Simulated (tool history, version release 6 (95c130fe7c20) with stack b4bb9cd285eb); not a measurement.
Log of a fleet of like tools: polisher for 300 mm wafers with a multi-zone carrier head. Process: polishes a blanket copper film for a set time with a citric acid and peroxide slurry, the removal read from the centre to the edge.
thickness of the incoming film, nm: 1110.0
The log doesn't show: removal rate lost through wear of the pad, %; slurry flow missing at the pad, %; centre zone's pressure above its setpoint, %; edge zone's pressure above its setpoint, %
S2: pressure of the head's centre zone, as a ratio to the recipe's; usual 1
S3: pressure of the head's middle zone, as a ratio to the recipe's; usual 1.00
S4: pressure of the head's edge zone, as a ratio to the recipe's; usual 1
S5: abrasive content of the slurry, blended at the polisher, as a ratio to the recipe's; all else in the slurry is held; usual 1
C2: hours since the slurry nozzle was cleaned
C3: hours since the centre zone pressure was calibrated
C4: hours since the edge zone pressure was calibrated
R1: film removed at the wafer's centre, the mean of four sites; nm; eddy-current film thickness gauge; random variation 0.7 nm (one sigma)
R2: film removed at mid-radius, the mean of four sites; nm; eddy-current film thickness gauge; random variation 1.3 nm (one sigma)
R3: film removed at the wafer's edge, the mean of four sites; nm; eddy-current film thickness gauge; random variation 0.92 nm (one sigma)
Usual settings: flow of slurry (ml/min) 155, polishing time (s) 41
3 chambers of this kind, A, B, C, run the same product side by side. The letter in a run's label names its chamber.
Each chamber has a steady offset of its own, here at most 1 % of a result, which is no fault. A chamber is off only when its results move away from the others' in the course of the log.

-- day=0.175 chamber B: worn pad replaced by a new one
run 1B day=0.533 | flow_of_slurry_(ml/min)=155 S2=1 S3=1.00 S4=1 S5=1 polishing_time_(s)=41 | wafers_polished_on_this_pad=154 C2=181.7 C3=444.8 C4=60.6 | R1=111.520 R2=112.130 R3=111.14
run 2A day=1.008 | flow_of_slurry_(ml/min)=155 S2=1 S3=1.00 S4=1 S5=1 polishing_time_(s)=41 | wafers_polished_on_this_pad=1142 C2=527.0 C3=147.3 C4=375.5 | R1=110.250 R2=109.640 R3=111.63
-- day=1.217 chamber A: worn pad replaced by a new one
run 3C day=1.408 | flow_of_slurry_(ml/min)=155 S2=1 S3=1.00 S4=1 S5=1 polishing_time_(s)=41 | wafers_polished_on_this_pad=1167 C2=355.7 C3=271.7 C4=292.0 | R1=111.570 R2=110.890 R3=112.04
-- day=1.488 chamber C: worn pad replaced by a new one
-- day=1.592 chamber A: slurry nozzle cleaned
run 4C day=1.683 | flow_of_slurry_(ml/min)=155 S2=1 S3=1.00 S4=1 S5=1 polishing_time_(s)=41 | wafers_polished_on_this_pad=84 C2=362.3 C3=278.3 C4=298.6 | R1=110.820 R2=111.470 R3=111.74
run 5A day=2.042 | flow_of_slurry_(ml/min)=155 S2=1 S3=1.00 S4=1 S5=1 polishing_time_(s)=41 | wafers_polished_on_this_pad=354 C2=10.9 C3=172.1 C4=400.3 | R1=108.960 R2=110.160 R3=110.91
run 6B day=2.383 | flow_of_slurry_(ml/min)=155 S2=1 S3=1.00 S4=1 S5=1 polishing_time_(s)=41 | wafers_polished_on_this_pad=946 C2=226.1 C3=489.2 C4=105.0 | R1=110.710 R2=110.860 R3=111.79
run 7A day=2.725 | flow_of_slurry_(ml/min)=155 S2=1 S3=1.00 S4=1 S5=1 polishing_time_(s)=47 | wafers_polished_on_this_pad=647 C2=27.3 C3=188.5 C4=416.7 | R1=125.640 R2=126.670 R3=127.90
-- day=3.088 chamber B: slurry nozzle cleaned
run 8C day=3.225 | flow_of_slurry_(ml/min)=155 S2=1 S3=1.00 S4=1 S5=1 polishing_time_(s)=47 | wafers_polished_on_this_pad=745 C2=399.3 C3=315.3 C4=335.6 | R1=127.010 R2=130.190 R3=126.03
run 9B day=3.596 | flow_of_slurry_(ml/min)=155 S2=1 S3=1.00 S4=1 S5=1 polishing_time_(s)=47 | wafers_polished_on_this_pad=1466 C2=12.2 C3=518.3 C4=134.1 | R1=127.720 R2=125.800 R3=127.02
-- day=3.729 chamber B: worn pad replaced by a new one
-- day=3.858 chamber A: edge zone pressure recalibrated
run 10C day=3.912 | flow_of_slurry_(ml/min)=155 S2=1 S3=1.00 S4=1 S5=1 polishing_time_(s)=41 | wafers_polished_on_this_pad=1039 C2=415.8 C3=331.8 C4=352.1 | R1=111.540 R2=112.560 R3=109.52
run 11A day=4.192 | flow_of_slurry_(ml/min)=155 S2=1 S3=1.00 S4=1 S5=1 polishing_time_(s)=41 | wafers_polished_on_this_pad=1275 C2=62.5 C3=223.7 C4=8.0 | R1=108.650 R2=109.610 R3=109.90
-- day=4.392 chamber A: worn pad replaced by a new one
run 12B day=4.438 | flow_of_slurry_(ml/min)=155 S2=1 S3=1.00 S4=1 S5=1 polishing_time_(s)=41 | wafers_polished_on_this_pad=305 C2=32.4 C3=538.5 C4=154.3 | R1=110.730 R2=109.650 R3=112.35
-- day=4.700 chamber C: worn pad replaced by a new one
run 13A day=4.746 | flow_of_slurry_(ml/min)=155 S2=1 S3=1.00 S4=1 S5=1 polishing_time_(s)=41 | wafers_polished_on_this_pad=151 C2=75.8 C3=237.0 C4=21.3 | R1=110.400 R2=112.250 R3=109.79
run 14C day=5.004 | flow_of_slurry_(ml/min)=155 S2=1 S3=1.00 S4=1 S5=1 polishing_time_(s)=41 | wafers_polished_on_this_pad=131 C2=442.0 C3=358.0 C4=378.3 | R1=109.220 R2=109.430 R3=110.57
run 15B day=5.358 | flow_of_slurry_(ml/min)=155 S2=1 S3=1.00 S4=1 S5=1 polishing_time_(s)=41 | wafers_polished_on_this_pad=699 C2=54.5 C3=560.6 C4=176.4 | R1=111.180 R2=111.440 R3=112.91
run 16A day=5.842 | flow_of_slurry_(ml/min)=155 S2=1 S3=1.00 S4=1 S5=1 polishing_time_(s)=41 | wafers_polished_on_this_pad=621 C2=102.1 C3=263.3 C4=47.6 | R1=110.040 R2=110.540 R3=111.89
run 17B day=6.104 | flow_of_slurry_(ml/min)=155 S2=1 S3=1.00 S4=1 S5=1 polishing_time_(s)=41 | wafers_polished_on_this_pad=1019 C2=72.4 C3=578.5 C4=194.3 | R1=110.220 R2=111.130 R3=112.42
run 18C day=6.454 | flow_of_slurry_(ml/min)=155 S2=1 S3=1.00 S4=1 S5=1 polishing_time_(s)=41 | wafers_polished_on_this_pad=752 C2=476.8 C3=392.8 C4=413.1 | R1=109.490 R2=110.210 R3=110.42
-- day=6.638 chamber B: worn pad replaced by a new one
run 19C day=6.983 | flow_of_slurry_(ml/min)=155 S2=1 S3=1.00 S4=1 S5=1 polishing_time_(s)=41 | wafers_polished_on_this_pad=979 C2=489.5 C3=405.5 C4=425.8 | R1=109.380 R2=110.830 R3=110.06
run 20A day=7.450 | flow_of_slurry_(ml/min)=155 S2=1 S3=1.00 S4=1 S5=1 polishing_time_(s)=41 | wafers_polished_on_this_pad=1310 C2=140.7 C3=301.9 C4=86.2 | R1=110.730 R2=112.070 R3=110.84
-- day=7.708 chamber A: worn pad replaced by a new one
run 21B day=7.875 | flow_of_slurry_(ml/min)=155 S2=1 S3=1.00 S4=1 S5=1 polishing_time_(s)=41 | wafers_polished_on_this_pad=531 C2=114.9 C3=621.0 C4=236.8 | R1=109.990 R2=111.180 R3=112.07
-- day=8.196 chamber C: worn pad replaced by a new one
run 22B day=8.242 | flow_of_slurry_(ml/min)=155 S2=1 S3=1.00 S4=1 S5=1 polishing_time_(s)=41 | wafers_polished_on_this_pad=688 C2=123.7 C3=629.8 C4=245.6 | R1=111.680 R2=110.880 R3=111.50
run 23A day=8.621 | flow_of_slurry_(ml/min)=155 S2=1 S3=1.00 S4=1 S5=1 polishing_time_(s)=41 | wafers_polished_on_this_pad=392 C2=168.8 C3=330.0 C4=114.3 | R1=108.830 R2=110.260 R3=111.46
run 24C day=8.992 | flow_of_slurry_(ml/min)=155 S2=1 S3=1.00 S4=1 S5=1 polishing_time_(s)=41 | wafers_polished_on_this_pad=342 C2=537.7 C3=453.7 C4=474.0 | R1=107.440 R2=107.720 R3=109.87
run 25A day=9.450 | flow_of_slurry_(ml/min)=155 S2=1 S3=1.11 S4=1 S5=1 polishing_time_(s)=41 | wafers_polished_on_this_pad=747 C2=188.7 C3=349.9 C4=134.2 | R1=109.920 R2=119.050 R3=109.89
-- day=9.475 chamber B: worn pad replaced by a new one
run 26C day=9.754 | flow_of_slurry_(ml/min)=155 S2=1 S3=1.11 S4=1 S5=1 polishing_time_(s)=41 | wafers_polished_on_this_pad=668 C2=556.0 C3=472.0 C4=492.3 | R1=106.440 R2=120.810 R3=110.57
run 27B day=10.088 | flow_of_slurry_(ml/min)=155 S2=1 S3=1.11 S4=1 S5=1 polishing_time_(s)=41 | wafers_polished_on_this_pad=263 C2=168.0 C3=674.1 C4=289.9 | R1=111.160 R2=120.440 R3=114.05
-- day=10.092 chamber A: centre zone pressure recalibrated
run 28C day=10.521 | flow_of_slurry_(ml/min)=155 S2=1 S3=1.00 S4=1 S5=1 polishing_time_(s)=41 | wafers_polished_on_this_pad=997 C2=574.4 C3=490.4 C4=510.7 | R1=106.150 R2=110.560 R3=109.20
-- day=10.583 chamber A: worn pad replaced by a new one
run 29B day=10.762 | flow_of_slurry_(ml/min)=155 S2=1 S3=1.00 S4=1 S5=1 polishing_time_(s)=41 | wafers_polished_on_this_pad=553 C2=184.2 C3=690.3 C4=306.1 | R1=111.430 R2=110.220 R3=112.38
-- day=11.204 chamber C: worn pad replaced by a new one
run 30A day=11.204 | flow_of_slurry_(ml/min)=155 S2=1 S3=1.00 S4=1 S5=1 polishing_time_(s)=41 | wafers_polished_on_this_pad=266 C2=230.8 C3=26.7 C4=176.3 | R1=108.550 R2=109.080 R3=110.16
run 31B day=11.446 | flow_of_slurry_(ml/min)=155 S2=1 S3=1.00 S4=1 S5=1 polishing_time_(s)=41 | wafers_polished_on_this_pad=845 C2=200.6 C3=706.7 C4=322.5 | R1=110.320 R2=112.060 R3=112.12
run 32C day=11.746 | flow_of_slurry_(ml/min)=105 S2=1 S3=0.96 S4=1 S5=1 polishing_time_(s)=41 | wafers_polished_on_this_pad=232 C2=603.8 C3=519.8 C4=540.1 | R1=93.721 R2=92.510 R3=103.17
run 33A day=12.167 | flow_of_slurry_(ml/min)=105 S2=1 S3=0.96 S4=1 S5=1 polishing_time_(s)=41 | wafers_polished_on_this_pad=678 C2=253.9 C3=49.8 C4=199.4 | R1=100.060 R2=96.496 R3=104.74
run 34C day=12.558 | flow_of_slurry_(ml/min)=105 S2=1 S3=0.96 S4=1 S5=1 polishing_time_(s)=41 | wafers_polished_on_this_pad=580 C2=623.3 C3=539.3 C4=559.6 | R1=93.506 R2=90.734 R3=100.63
-- day=12.608 chamber B: worn pad replaced by a new one
run 35B day=13.042 | flow_of_slurry_(ml/min)=155 S2=1 S3=1.00 S4=1 S5=1 polishing_time_(s)=41 | wafers_polished_on_this_pad=186 C2=238.9 C3=745.0 C4=360.8 | R1=111.130 R2=112.230 R3=114.04
run 36A day=13.354 | flow_of_slurry_(ml/min)=155 S2=1 S3=1.00 S4=1 S5=1 polishing_time_(s)=41 | wafers_polished_on_this_pad=1187 C2=282.4 C3=78.3 C4=227.9 | R1=108.550 R2=108.920 R3=110.31
-- day=13.479 chamber A: worn pad replaced by a new one
run 37B day=13.708 | flow_of_slurry_(ml/min)=155 S2=1 S3=1.00 S4=1 S5=1 polishing_time_(s)=41 | wafers_polished_on_this_pad=471 C2=254.9 C3=761.0 C4=376.8 | R1=111.420 R2=109.840 R3=111.96
-- day=14.088 chamber C: worn pad replaced by a new one
run 38C day=14.217 | flow_of_slurry_(ml/min)=155 S2=1 S3=1.00 S4=1 S5=1 polishing_time_(s)=41 | wafers_polished_on_this_pad=56 C2=663.1 C3=579.1 C4=599.4 | R1=105.350 R2=105.520 R3=108.78
run 39A day=14.712 | flow_of_slurry_(ml/min)=155 S2=1 S3=1.00 S4=1 S5=1 polishing_time_(s)=41 | wafers_polished_on_this_pad=529 C2=315.0 C3=110.9 C4=260.5 | R1=110.900 R2=109.280 R3=110.10
run 40C day=14.992 | flow_of_slurry_(ml/min)=155 S2=1 S3=1.00 S4=1 S5=1 polishing_time_(s)=41 | wafers_polished_on_this_pad=388 C2=681.7 C3=597.7 C4=618.0 | R1=103.460 R2=105.290 R3=107.27
run 41A day=15.512 | flow_of_slurry_(ml/min)=155 S2=1 S3=1.00 S4=1 S5=1 polishing_time_(s)=41 | wafers_polished_on_this_pad=872 C2=334.2 C3=130.1 C4=279.7 | R1=110.030 R2=110.950 R3=111.17
run 42B day=15.746 | flow_of_slurry_(ml/min)=155 S2=1 S3=1.00 S4=1 S5=1 polishing_time_(s)=41 | wafers_polished_on_this_pad=1344 C2=303.8 C3=809.9 C4=425.7 | R1=111.010 R2=108.570 R3=109.95
-- day=15.883 chamber B: worn pad replaced by a new one
run 43B day=16.250 | flow_of_slurry_(ml/min)=155 S2=1 S3=1.00 S4=1 S5=1 polishing_time_(s)=41 | wafers_polished_on_this_pad=158 C2=315.9 C3=822.0 C4=437.8 | R1=111.920 R2=111.370 R3=111.89

Is one chamber off against the others, does the gauge drift, or is nothing wrong? If a chamber is off, say which, and what the likeliest cause is.

Chamber C drifts away from the others.
Cause: slurry flow missing at the pad, % = 29.

Here are 4 candidates for chamber C's next run, each the usual settings with a change, their results left as question marks. Which one brings its results back in line with what the others give on the usual settings?
In line means no further than this from the other chambers' mean on the usual settings: R1 2.400 nm; R2 4.400 nm; R3 3.200 nm
run 44C-1 day=16.638 | flow_of_slurry_(ml/min)=150 S2=0.99 S3=0.99 S4=1.01 S5=1 polishing_time_(s)=40 | R1=? R2=? R3=?
run 44C-2 day=16.638 | flow_of_slurry_(ml/min)=160 S2=1.02 S3=1.01 S4=0.99 S5=1 polishing_time_(s)=43 | R1=? R2=? R3=?
run 44C-3 day=16.638 | flow_of_slurry_(ml/min)=150 S2=0.98 S3=0.99 S4=1.01 S5=1 polishing_time_(s)=39 | R1=? R2=? R3=?
run 44C-4 day=16.638 | flow_of_slurry_(ml/min)=160 S2=1.01 S3=1.01 S4=0.99 S5=1 polishing_time_(s)=42 | R1=? R2=? R3=?

The other chambers' mean on the usual settings: R1 110.540 nm; R2 110.570 nm; R3 111.050 nm
run=44C-1 R1=97.689 R2=99.059 R3=102.400
run=44C-2 R1=110.500 R2=110.250 R3=110.130
run=44C-3 R1=94.208 R2=96.588 R3=99.842
run=44C-4 R1=106.790 R2=107.690 R3=107.570
44C-2 brings the chamber back in line.
